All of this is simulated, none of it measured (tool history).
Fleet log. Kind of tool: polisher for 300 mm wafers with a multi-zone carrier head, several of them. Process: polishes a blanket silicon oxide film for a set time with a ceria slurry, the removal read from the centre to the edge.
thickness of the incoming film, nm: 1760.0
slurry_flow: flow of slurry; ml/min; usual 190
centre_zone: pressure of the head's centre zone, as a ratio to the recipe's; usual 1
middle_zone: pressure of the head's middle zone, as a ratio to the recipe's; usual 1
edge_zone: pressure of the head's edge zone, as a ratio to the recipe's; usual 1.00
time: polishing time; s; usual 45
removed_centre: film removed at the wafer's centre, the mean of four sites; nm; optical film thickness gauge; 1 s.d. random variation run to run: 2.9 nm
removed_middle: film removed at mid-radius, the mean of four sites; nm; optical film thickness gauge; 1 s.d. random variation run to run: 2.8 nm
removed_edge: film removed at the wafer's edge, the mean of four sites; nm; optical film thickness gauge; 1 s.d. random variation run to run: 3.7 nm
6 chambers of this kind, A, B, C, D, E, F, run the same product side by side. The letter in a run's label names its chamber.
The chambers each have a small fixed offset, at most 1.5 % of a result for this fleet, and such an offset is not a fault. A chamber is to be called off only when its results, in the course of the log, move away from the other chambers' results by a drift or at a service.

run,hour,slurry_flow,centre_zone,middle_zone,edge_zone,time,removed_centre,removed_middle,removed_edge
1A,13.0,190,1,1,1.00,45,251.01,250.08,250.55
# hour 15.6: chamber E: worn pad replaced by a new one
# hour 18.2: chamber A: worn pad replaced by a new one
2F,28.0,190,1,1,1.00,45,248.74,252.38,251.17
3D,38.5,190,1,1,1.00,45,251.25,249.02,254.35
# hour 46.9: chamber F: worn pad replaced by a new one
4B,51.5,190,1,1,1.00,45,243.55,251.89,245.14
# hour 58.4: chamber C: worn pad replaced by a new one
5E,59.1,190,1,1,1.00,35,194.28,195.01,196.52
# hour 63.8: chamber E: slurry nozzle cleaned
6C,68.9,190,1,1,1.00,35,190.45,193.94,188.32
7D,78.8,190,1,1,1.00,35,193.70,192.23,193.87
# hour 82.9: chamber D: worn pad replaced by a new one
8E,93.1,190,1,1,1.00,35,192.01,196.84,196.00
# hour 98.2: chamber B: worn pad replaced by a new one
9C,103.6,190,1,1,1.00,35,195.03,192.16,191.74
# hour 107.9: chamber E: worn pad replaced by a new one
10A,112.1,190,1,1,1.00,35,198.83,192.87,192.73
# hour 117.2: chamber D: centre zone pressure recalibrated
# hour 126.4: chamber F: worn pad replaced by a new one
11F,126.8,190,1,1,1.00,45,244.85,250.11,249.97
# hour 130.5: chamber A: worn pad replaced by a new one
12B,139.3,190,1,1,1.00,45,248.73,253.50,240.71
# hour 145.3: chamber B: slurry nozzle cleaned
13C,148.9,190,1,1,1.00,45,247.06,251.55,250.15
14A,156.7,190,1,1,1.00,45,251.39,246.02,248.11
15E,171.5,190,1,1,1.00,45,246.86,249.93,248.72
# hour 174.8: chamber D: edge zone pressure recalibrated
# hour 176.5: chamber C: worn pad replaced by a new one
16D,185.7,190,1,1,1.00,45,254.69,247.98,250.76
# hour 188.6: chamber F: slurry nozzle cleaned
# hour 190.7: chamber D: worn pad replaced by a new one
17F,200.8,190,1,1,1.00,45,244.16,248.87,249.49
# hour 201.3: chamber E: worn pad replaced by a new one
# hour 208.7: chamber B: worn pad replaced by a new one
18B,216.4,190,1,1,1.00,45,246.71,252.19,244.47
# hour 224.8: chamber F: worn pad replaced by a new one
19F,231.5,190,1,1,1.00,45,248.87,250.67,252.46
20D,242.4,190,1,1,1.00,45,248.55,249.01,244.16
# hour 244.2: chamber B: centre zone pressure recalibrated
21E,252.2,190,1,1,1.00,45,243.48,248.34,248.24
# hour 260.4: chamber C: centre zone pressure recalibrated
# hour 261.1: chamber F: edge zone pressure recalibrated
22A,266.5,190,1,1,1.06,45,251.36,248.09,254.63
# hour 267.2: chamber E: edge zone pressure recalibrated
# hour 268.1: chamber A: worn pad replaced by a new one
23C,279.2,190,1,1,1.06,45,250.98,244.87,256.82
# hour 284.2: chamber D: worn pad replaced by a new one
# hour 286.9: chamber E: worn pad replaced by a new one
# hour 291.0: chamber C: worn pad replaced by a new one
24B,294.5,190,1,1,1.06,45,246.58,253.55,252.46
25D,305.9,190,1,1,1.06,45,243.96,247.35,257.64
# hour 313.7: chamber B: worn pad replaced by a new one
26C,320.9,190,1,1,1.06,45,252.90,249.22,256.36
# hour 324.7: chamber F: worn pad replaced by a new one
# hour 326.3: chamber C: edge zone pressure recalibrated
27F,336.2,190,1,1,1.06,45,249.78,249.98,257.83
28B,345.5,190,1,1,1.00,45,247.50,246.77,245.83
29A,353.4,190,1,1,1.00,45,252.05,250.53,239.43
30E,368.3,190,1,1,1.00,45,249.29,247.48,247.43
31B,376.3,190,1,1,1.00,45,246.46,249.81,244.99
# hour 377.1: chamber D: worn pad replaced by a new one
32E,384.3,190,1,1,1.00,45,248.27,245.60,246.24
33D,397.0,190,1,1,1.00,45,250.42,250.52,246.75
# hour 402.1: chamber F: slurry nozzle cleaned
34C,407.6,190,1,1,1.00,45,248.71,247.94,245.47
# hour 410.2: chamber A: worn pad replaced by a new one
# hour 415.0: chamber C: worn pad replaced by a new one
35A,422.9,190,1,1,1.00,45,248.00,247.51,251.33
# hour 426.3: chamber F: worn pad replaced by a new one
# hour 433.1: chamber F: centre zone pressure recalibrated
36F,434.1,190,1,1,1.00,45,255.06,247.21,249.77
37C,446.1,190,1,1,1.00,45,246.96,250.02,246.42

All chambers now run identical settings, listed one chamber a line with results as question marks. What results will each chamber show?
38A,457.4,225,1,1,1.00,45,?,?,?
38B,457.4,225,1,1,1.00,45,?,?,?
38C,457.4,225,1,1,1.00,45,?,?,?
38D,457.4,225,1,1,1.00,45,?,?,?
38E,457.4,225,1,1,1.00,45,?,?,?
38F,457.4,225,1,1,1.00,45,?,?,?

run,removed_centre,removed_middle,removed_edge
38A,258.57,256.62,252.07
38B,256.26,255.29,249.61
38C,253.30,256.08,254.64
38D,255.73,258.25,252.08
38E,254.56,256.12,250.29
38F,250.75,256.25,252.84

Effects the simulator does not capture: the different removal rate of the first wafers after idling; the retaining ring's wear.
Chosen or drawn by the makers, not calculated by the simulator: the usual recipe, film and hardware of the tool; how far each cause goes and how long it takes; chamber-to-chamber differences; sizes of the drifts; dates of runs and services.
